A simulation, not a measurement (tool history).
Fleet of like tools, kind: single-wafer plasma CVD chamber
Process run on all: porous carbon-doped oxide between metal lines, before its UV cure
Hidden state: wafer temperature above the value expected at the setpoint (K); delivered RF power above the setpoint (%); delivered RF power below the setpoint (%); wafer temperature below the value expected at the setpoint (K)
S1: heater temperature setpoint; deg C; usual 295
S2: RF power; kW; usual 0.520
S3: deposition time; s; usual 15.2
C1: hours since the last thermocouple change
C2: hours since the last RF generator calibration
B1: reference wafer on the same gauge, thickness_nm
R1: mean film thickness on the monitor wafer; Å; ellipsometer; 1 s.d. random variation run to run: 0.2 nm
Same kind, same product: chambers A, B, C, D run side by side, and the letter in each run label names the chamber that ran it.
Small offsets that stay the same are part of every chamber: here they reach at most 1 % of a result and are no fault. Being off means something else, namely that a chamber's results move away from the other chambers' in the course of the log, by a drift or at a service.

{"run": "1B", "day": 0.479, "S1": 295, "S2": 0.52, "S3": 15.2, "C1": 613.2, "C2": 790.5, "B1": 95.224, "R1": 888.97}
{"run": "2D", "day": 0.954, "S1": 295, "S2": 0.52, "S3": 15.2, "C1": 1104.8, "C2": 1389.0, "B1": 95.117, "R1": 886.72}
{"run": "3C", "day": 1.325, "S1": 295, "S2": 0.52, "S3": 15.2, "C1": 310.9, "C2": 915.4, "B1": 95.177, "R1": 879.6}
{"run": "4A", "day": 1.708, "S1": 295, "S2": 0.52, "S3": 15.2, "C1": 1528.0, "C2": 1477.7, "B1": 95.135, "R1": 893.8}
{"run": "5C", "day": 2.221, "S1": 295, "S2": 0.52, "S3": 15.2, "C1": 332.4, "C2": 936.9, "B1": 95.204, "R1": 882.07}
{"run": "6A", "day": 2.567, "S1": 295, "S2": 0.52, "S3": 15.2, "C1": 1548.6, "C2": 1498.3, "B1": 95.222, "R1": 895.64}
{"run": "7D", "day": 3.054, "S1": 295, "S2": 0.52, "S3": 15.2, "C1": 1155.2, "C2": 1439.4, "B1": 95.145, "R1": 886.85}
{"run": "8B", "day": 3.462, "S1": 295, "S2": 0.52, "S3": 15.2, "C1": 684.8, "C2": 862.1, "B1": 95.207, "R1": 891.98}
{"day": 3.492, "done": "chamber A: thermocouple changed; heater temperature recalibrated"}
{"day": 3.762, "done": "chamber C: RF generator calibrated"}
{"run": "9D", "day": 3.767, "S1": 295, "S2": 0.52, "S3": 15.2, "C1": 1172.3, "C2": 1456.5, "B1": 95.243, "R1": 887.9}
{"run": "10C", "day": 4.192, "S1": 295, "S2": 0.52, "S3": 15.2, "C1": 379.7, "C2": 10.4, "B1": 95.158, "R1": 884.17}
{"run": "11B", "day": 4.871, "S1": 295, "S2": 0.52, "S3": 15.2, "C1": 718.6, "C2": 895.9, "B1": 95.218, "R1": 887.37}
{"run": "12A", "day": 5.262, "S1": 295, "S2": 0.52, "S3": 15.2, "C1": 42.5, "C2": 1563.0, "B1": 95.176, "R1": 895.39}
{"run": "13B", "day": 5.788, "S1": 295, "S2": 0.52, "S3": 15.2, "C1": 740.6, "C2": 917.9, "B1": 95.21, "R1": 890.87}
{"day": 6.046, "done": "chamber D: RF generator calibrated"}
{"run": "14A", "day": 6.325, "S1": 295, "S2": 0.52, "S3": 15.2, "C1": 68.0, "C2": 1588.5, "B1": 95.209, "R1": 895.5}
{"run": "15C", "day": 6.775, "S1": 295, "S2": 0.52, "S3": 15.2, "C1": 441.7, "C2": 72.4, "B1": 95.207, "R1": 882.71}
{"run": "16D", "day": 7.283, "S1": 295, "S2": 0.52, "S3": 15.2, "C1": 1256.7, "C2": 29.8, "B1": 95.196, "R1": 885.48}
{"run": "17A", "day": 7.962, "S1": 295, "S2": 0.52, "S3": 15.2, "C1": 107.3, "C2": 1627.8, "B1": 95.181, "R1": 897.46}
{"run": "18B", "day": 8.438, "S1": 295, "S2": 0.52, "S3": 15.2, "C1": 804.2, "C2": 981.5, "B1": 95.203, "R1": 887.43}
{"run": "19C", "day": 8.838, "S1": 295, "S2": 0.52, "S3": 15.2, "C1": 491.2, "C2": 121.9, "B1": 95.166, "R1": 883.41}
{"run": "20D", "day": 9.162, "S1": 295, "S2": 0.52, "S3": 15.2, "C1": 1301.8, "C2": 74.9, "B1": 95.219, "R1": 889.19}
{"run": "21B", "day": 9.633, "S1": 295, "S2": 0.52, "S3": 15.2, "C1": 832.9, "C2": 1010.2, "B1": 95.258, "R1": 891.43}
{"run": "22A", "day": 10.329, "S1": 295, "S2": 0.52, "S3": 15.2, "C1": 164.1, "C2": 1684.6, "B1": 95.155, "R1": 899.97}
{"day": 10.6, "done": "chamber D: thermocouple changed; heater temperature recalibrated"}
{"run": "23C", "day": 10.854, "S1": 295, "S2": 0.52, "S3": 15.2, "C1": 539.6, "C2": 170.3, "B1": 95.21, "R1": 881.4}
{"day": 11.092, "done": "chamber A: RF generator calibrated"}
{"run": "24D", "day": 11.288, "S1": 295, "S2": 0.52, "S3": 15.2, "C1": 16.6, "C2": 125.9, "B1": 95.205, "R1": 907.55}
{"run": "25A", "day": 11.608, "S1": 295, "S2": 0.52, "S3": 15.2, "C1": 194.8, "C2": 12.4, "B1": 95.177, "R1": 897.93}
{"run": "26D", "day": 12.225, "S1": 295, "S2": 0.52, "S3": 15.2, "C1": 39.1, "C2": 148.4, "B1": 95.164, "R1": 909.73}
{"run": "27B", "day": 12.554, "S1": 295, "S2": 0.52, "S3": 15.2, "C1": 903.0, "C2": 1080.3, "B1": 95.231, "R1": 888.97}
{"run": "28C", "day": 13.162, "S1": 295, "S2": 0.52, "S3": 15.2, "C1": 595.0, "C2": 225.7, "B1": 95.245, "R1": 880.75}
{"run": "29C", "day": 13.575, "S1": 295, "S2": 0.52, "S3": 14.1, "C1": 604.9, "C2": 235.6, "B1": 95.259, "R1": 820.41}
{"run": "30D", "day": 14.225, "S1": 295, "S2": 0.52, "S3": 14.1, "C1": 87.1, "C2": 196.4, "B1": 95.185, "R1": 844.76}
{"day": 14.262, "done": "chamber B: RF generator calibrated"}
{"run": "31A", "day": 14.912, "S1": 295, "S2": 0.52, "S3": 14.1, "C1": 274.1, "C2": 91.7, "B1": 95.187, "R1": 832.21}
{"run": "32B", "day": 15.596, "S1": 295, "S2": 0.52, "S3": 14.1, "C1": 976.0, "C2": 32.1, "B1": 95.213, "R1": 823.8}
{"run": "33A", "day": 15.912, "S1": 295, "S2": 0.52, "S3": 15.2, "C1": 298.1, "C2": 115.7, "B1": 95.247, "R1": 898.0}
{"run": "34B", "day": 16.454, "S1": 295, "S2": 0.52, "S3": 15.2, "C1": 996.6, "C2": 52.7, "B1": 95.244, "R1": 888.14}
{"run": "35C", "day": 17.075, "S1": 295, "S2": 0.52, "S3": 15.2, "C1": 688.9, "C2": 319.6, "B1": 95.205, "R1": 880.3}
{"run": "36D", "day": 17.583, "S1": 295, "S2": 0.52, "S3": 15.2, "C1": 167.7, "C2": 277.0, "B1": 95.146, "R1": 911.3}
{"run": "37B", "day": 18.212, "S1": 285, "S2": 0.52, "S3": 15.2, "C1": 1038.8, "C2": 94.9, "B1": 95.257, "R1": 946.16}

Read the log: is a single chamber off, either drifting away or since a service, is the gauge that measures every chamber drifting, or is nothing wrong beyond small per-chamber offsets? Name any odd chamber and what most likely caused it.

A service on chamber D put it out of line with the rest.
Cause: wafer temperature below the value expected at the setpoint (K) = 4.12.

Below are 4 candidate recipes for chamber D's next run, each the usual settings with a change, their results shown as question marks. Which of them brings D's results back in line with what the other chambers give on the usual settings?
Maximum distance from the other chambers' mean on the usual settings for a result to count as in line: R1 7.20 Å
{"run": "38D-1", "day": 18.708, "S1": 295, "S2": 0.515, "S3": 15.0, "R1": "?"}
{"run": "38D-2", "day": 18.708, "S1": 295, "S2": 0.52, "S3": 15.1, "R1": "?"}
{"run": "38D-3", "day": 18.708, "S1": 291, "S2": 0.52, "S3": 15.2, "R1": "?"}
{"run": "38D-4", "day": 18.708, "S1": 295, "S2": 0.525, "S3": 15.2, "R1": "?"}

What the other chambers average on the usual settings: R1 889.14 Å
run=38D-1 R1=893.18
run=38D-2 R1=904.67
run=38D-3 R1=933.21
run=38D-4 R1=916.21
With 38D-1, the chamber falls back in line with the rest.
